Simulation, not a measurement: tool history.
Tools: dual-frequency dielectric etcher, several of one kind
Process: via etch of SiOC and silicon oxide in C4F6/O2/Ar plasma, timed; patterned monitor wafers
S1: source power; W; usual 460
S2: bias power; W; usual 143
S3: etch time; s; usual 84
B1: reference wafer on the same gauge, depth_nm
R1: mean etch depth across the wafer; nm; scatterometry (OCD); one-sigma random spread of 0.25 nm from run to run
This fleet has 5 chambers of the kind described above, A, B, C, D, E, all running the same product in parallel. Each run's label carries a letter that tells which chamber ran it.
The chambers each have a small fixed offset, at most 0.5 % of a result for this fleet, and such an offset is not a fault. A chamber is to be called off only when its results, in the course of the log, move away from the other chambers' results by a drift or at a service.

{"run": "1A", "hour": 13.2, "S1": 460, "S2": 143, "S3": 84, "B1": 103.07, "R1": 93.097}
{"run": "2E", "hour": 20.9, "S1": 460, "S2": 143, "S3": 84, "B1": 103.17, "R1": 93.346}
{"run": "3C", "hour": 33.9, "S1": 460, "S2": 143, "S3": 84, "B1": 103.18, "R1": 93.053}
{"run": "4D", "hour": 45.3, "S1": 460, "S2": 143, "S3": 84, "B1": 103.13, "R1": 92.502}
{"run": "5B", "hour": 57.0, "S1": 460, "S2": 165, "S3": 84, "B1": 103.15, "R1": 97.258}
{"run": "6A", "hour": 70.2, "S1": 460, "S2": 165, "S3": 84, "B1": 103.05, "R1": 97.251}
{"run": "7D", "hour": 85.2, "S1": 460, "S2": 165, "S3": 84, "B1": 103.04, "R1": 97.326}
{"hour": 85.9, "done": "chamber A: source power generator calibrated"}
{"run": "8E", "hour": 92.4, "S1": 460, "S2": 165, "S3": 84, "B1": 103.08, "R1": 97.325}
{"run": "9C", "hour": 99.6, "S1": 460, "S2": 165, "S3": 84, "B1": 103.1, "R1": 97.037}
{"run": "10B", "hour": 112.6, "S1": 460, "S2": 143, "S3": 84, "B1": 103.1, "R1": 92.435}
{"run": "11C", "hour": 121.2, "S1": 460, "S2": 143, "S3": 84, "B1": 103.08, "R1": 93.173}
{"hour": 133.0, "done": "chamber E: wet clean of the chamber"}
{"hour": 136.5, "done": "chamber D: wet clean of the chamber"}
{"run": "12A", "hour": 137.8, "S1": 460, "S2": 143, "S3": 84, "B1": 103.16, "R1": 93.435}
{"run": "13E", "hour": 146.7, "S1": 460, "S2": 143, "S3": 84, "B1": 103.04, "R1": 93.284}
{"run": "14D", "hour": 155.9, "S1": 460, "S2": 143, "S3": 84, "B1": 103.11, "R1": 93.23}
{"run": "15B", "hour": 169.3, "S1": 390, "S2": 143, "S3": 84, "B1": 103.08, "R1": 86.915}
{"run": "16A", "hour": 182.3, "S1": 390, "S2": 143, "S3": 84, "B1": 103.08, "R1": 87.767}
{"run": "17D", "hour": 191.5, "S1": 390, "S2": 143, "S3": 84, "B1": 103.1, "R1": 87.026}
{"run": "18C", "hour": 200.3, "S1": 390, "S2": 143, "S3": 84, "B1": 103.04, "R1": 86.798}
{"hour": 201.5, "done": "chamber B: wet clean of the chamber"}
{"run": "19E", "hour": 209.9, "S1": 390, "S2": 143, "S3": 84, "B1": 103.09, "R1": 87.37}
{"run": "20B", "hour": 221.7, "S1": 460, "S2": 143, "S3": 84, "B1": 103.11, "R1": 95.102}
{"run": "21E", "hour": 234.7, "S1": 460, "S2": 143, "S3": 84, "B1": 103.02, "R1": 93.545}
{"run": "22D", "hour": 251.4, "S1": 460, "S2": 143, "S3": 84, "B1": 103.1, "R1": 92.423}
{"run": "23B", "hour": 259.7, "S1": 460, "S2": 143, "S3": 84, "B1": 103.17, "R1": 95.279}
{"run": "24C", "hour": 267.1, "S1": 460, "S2": 143, "S3": 84, "B1": 103.15, "R1": 92.663}
{"run": "25A", "hour": 283.1, "S1": 460, "S2": 143, "S3": 84, "B1": 103.17, "R1": 92.978}
{"run": "26A", "hour": 293.7, "S1": 460, "S2": 143, "S3": 84, "B1": 103.12, "R1": 93.618}
{"run": "27E", "hour": 307.4, "S1": 460, "S2": 143, "S3": 84, "B1": 103.13, "R1": 93.251}
{"run": "28B", "hour": 323.2, "S1": 460, "S2": 143, "S3": 84, "B1": 103.09, "R1": 94.804}
{"run": "29C", "hour": 330.5, "S1": 460, "S2": 143, "S3": 84, "B1": 103.16, "R1": 93.136}
{"hour": 344.1, "done": "chamber C: wet clean of the chamber"}
{"run": "30D", "hour": 346.1, "S1": 460, "S2": 143, "S3": 84, "B1": 103.09, "R1": 93.081}
{"hour": 352.1, "done": "chamber A: wet clean of the chamber"}
{"run": "31E", "hour": 353.4, "S1": 460, "S2": 143, "S3": 84, "B1": 103.07, "R1": 93.254}
{"run": "32C", "hour": 360.8, "S1": 460, "S2": 143, "S3": 84, "B1": 103.09, "R1": 92.725}
{"hour": 370.6, "done": "chamber B: bias power generator calibrated"}
{"run": "33A", "hour": 371.4, "S1": 460, "S2": 143, "S3": 84, "B1": 103.06, "R1": 93.109}
{"run": "34D", "hour": 378.8, "S1": 460, "S2": 143, "S3": 84, "B1": 103.1, "R1": 92.765}
{"run": "35B", "hour": 389.0, "S1": 460, "S2": 143, "S3": 84, "B1": 103.07, "R1": 95.475}
{"run": "36D", "hour": 401.4, "S1": 510, "S2": 170, "S3": 84, "B1": 103.12, "R1": 102.26}
{"run": "37C", "hour": 410.4, "S1": 510, "S2": 170, "S3": 84, "B1": 103.06, "R1": 102.87}

The same settings go to every chamber for the next run, one line per chamber below. Forecast the results for each:
{"run": "38A", "hour": 422.3, "S1": 460, "S2": 143, "S3": 84, "R1": "?"}
{"run": "38B", "hour": 422.3, "S1": 460, "S2": 143, "S3": 84, "R1": "?"}
{"run": "38C", "hour": 422.3, "S1": 460, "S2": 143, "S3": 84, "R1": "?"}
{"run": "38D", "hour": 422.3, "S1": 460, "S2": 143, "S3": 84, "R1": "?"}
{"run": "38E", "hour": 422.3, "S1": 460, "S2": 143, "S3": 84, "R1": "?"}

run=38A R1=92.959
run=38B R1=95.607
run=38C R1=93.650
run=38D R1=92.631
run=38E R1=92.511
